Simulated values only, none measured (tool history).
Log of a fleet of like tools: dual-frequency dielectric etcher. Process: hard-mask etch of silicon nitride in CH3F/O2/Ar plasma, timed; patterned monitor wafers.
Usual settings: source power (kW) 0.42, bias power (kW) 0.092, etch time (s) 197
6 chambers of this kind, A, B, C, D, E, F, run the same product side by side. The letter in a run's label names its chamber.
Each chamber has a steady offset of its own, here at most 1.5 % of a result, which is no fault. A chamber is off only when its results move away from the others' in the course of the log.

run,hour,source power (kW),bias power (kW),etch time (s),hours since the last wet clean,hours since the last source power generator calibration,hours since the last bias power generator calibration,"read-back reference wafer on the same gauge, depth_nm",mean etch depth across the wafer (nm)
1F,2.5,0.42,0.092,197,69,208.7,504.5,127.01,153.66
2E,6.1,0.42,0.092,197,156.1,2419.6,107.2,126.98,153.6
3A,10.3,0.42,0.092,197,370.5,5099.7,2897.7,126.97,152.71
4C,15.4,0.42,0.092,197,171.9,2127,993.7,126.94,153.01
5D,20.3,0.42,0.092,157.5,52.7,1613,49.6,126.9,123.21
6B,25.2,0.42,0.092,157.5,496.6,2355,3331.6,126.87,121.01
7F,30,0.42,0.092,157.5,96.5,236.2,532,126.86,122.32
8A,35,0.42,0.092,157.5,395.2,5124.4,2922.4,126.85,121.75
9E,38.7,0.42,0.092,157.5,188.7,2452.2,139.8,126.84,122.25
10D,42,0.42,0.092,157.5,74.4,1634.7,71.3,126.8,123.21
11B,47.2,0.42,0.1,197,518.6,2377,3353.6,126.75,155.95
12C,52.6,0.42,0.1,197,209.1,2164.2,1030.9,126.71,157.06
13F,57.2,0.42,0.1,197,123.7,263.4,559.2,126.72,158.16
14C,60.6,0.42,0.1,197,217.1,2172.2,1038.9,126.72,157.5
15A,63.2,0.42,0.1,197,423.4,5152.6,2950.6,126.69,157
16E,68.7,0.42,0.1,197,218.7,2482.2,169.8,126.68,157.4
17D,71.4,0.42,0.092,197,103.8,1664.1,100.7,126.66,153.98
# hour 73.5: chamber B: wet clean of the chamber
18B,75.4,0.42,0.092,197,2,2405.2,3381.8,126.63,150.6
19E,80.4,0.42,0.092,197,230.4,2493.9,181.5,126.61,152.78
# hour 82.9: chamber A: source power generator calibrated
20F,84.1,0.42,0.092,197,150.6,290.3,586.1,126.54,152.88
21C,86.7,0.42,0.092,197,243.2,2198.3,1065,126.6,152.75
22A,90.7,0.37,0.099,197,450.9,7.9,2978.1,126.56,148.78
23B,95,0.37,0.099,197,21.6,2424.8,3401.4,126.52,148.03
24D,98.8,0.37,0.099,197,131.2,1691.5,128.1,126.56,150.64
25F,101.7,0.37,0.099,197,168.2,307.9,603.7,126.45,149.73
26A,106.4,0.37,0.099,197,466.6,23.6,2993.8,126.47,148.71
27C,108.8,0.37,0.099,197,265.3,2220.4,1087.1,126.46,148.78
# hour 110.1: chamber E: source power generator calibrated
28E,113.6,0.42,0.092,197,263.6,3.6,214.7,126.44,152.43
29D,118.9,0.42,0.092,197,151.3,1711.6,148.2,126.39,153.14
30B,121.3,0.42,0.109,179.5,47.9,2451.1,3427.7,126.46,146.11
31F,124.6,0.42,0.109,179.5,191.1,330.8,626.6,126.4,148.22
32A,129.6,0.42,0.109,179.5,489.8,46.8,3017,126.34,147.04
33C,133.4,0.42,0.109,179.5,289.9,2245,1111.7,126.34,147.25
34E,138.2,0.42,0.109,179.5,288.2,28.2,239.3,126.36,147.65
35B,140.6,0.42,0.109,179.5,67.2,2470.4,3447,126.32,145.75
36D,145.6,0.51,0.092,197,178,1738.3,174.9,126.31,165.16
# hour 145.9: chamber B: bias power generator calibrated
37C,149.6,0.51,0.092,197,306.1,2261.2,1127.9,126.27,163.47
38D,152.3,0.51,0.092,197,184.7,1745,181.6,126.26,165.19
39B,156.2,0.51,0.092,197,82.8,2486,10.3,126.24,161.17
40F,159.3,0.51,0.092,197,225.8,365.5,661.3,126.23,164.6
41E,162.7,0.51,0.092,197,312.7,52.7,263.8,126.15,163.72
42A,165.6,0.42,0.092,197,525.8,82.8,3053,126.2,151.25
43E,171.1,0.36,0.092,197,321.1,61.1,272.2,126.19,143.68

What goes on in this fleet: one chamber off, a drifting gauge, or nothing beyond the chambers' own small offsets? Name the chamber and the cause, if any.

The gauge drifts, so all chambers seem to drift together. No chamber is off.
Cause: gauge reads low (%) = 0.662.

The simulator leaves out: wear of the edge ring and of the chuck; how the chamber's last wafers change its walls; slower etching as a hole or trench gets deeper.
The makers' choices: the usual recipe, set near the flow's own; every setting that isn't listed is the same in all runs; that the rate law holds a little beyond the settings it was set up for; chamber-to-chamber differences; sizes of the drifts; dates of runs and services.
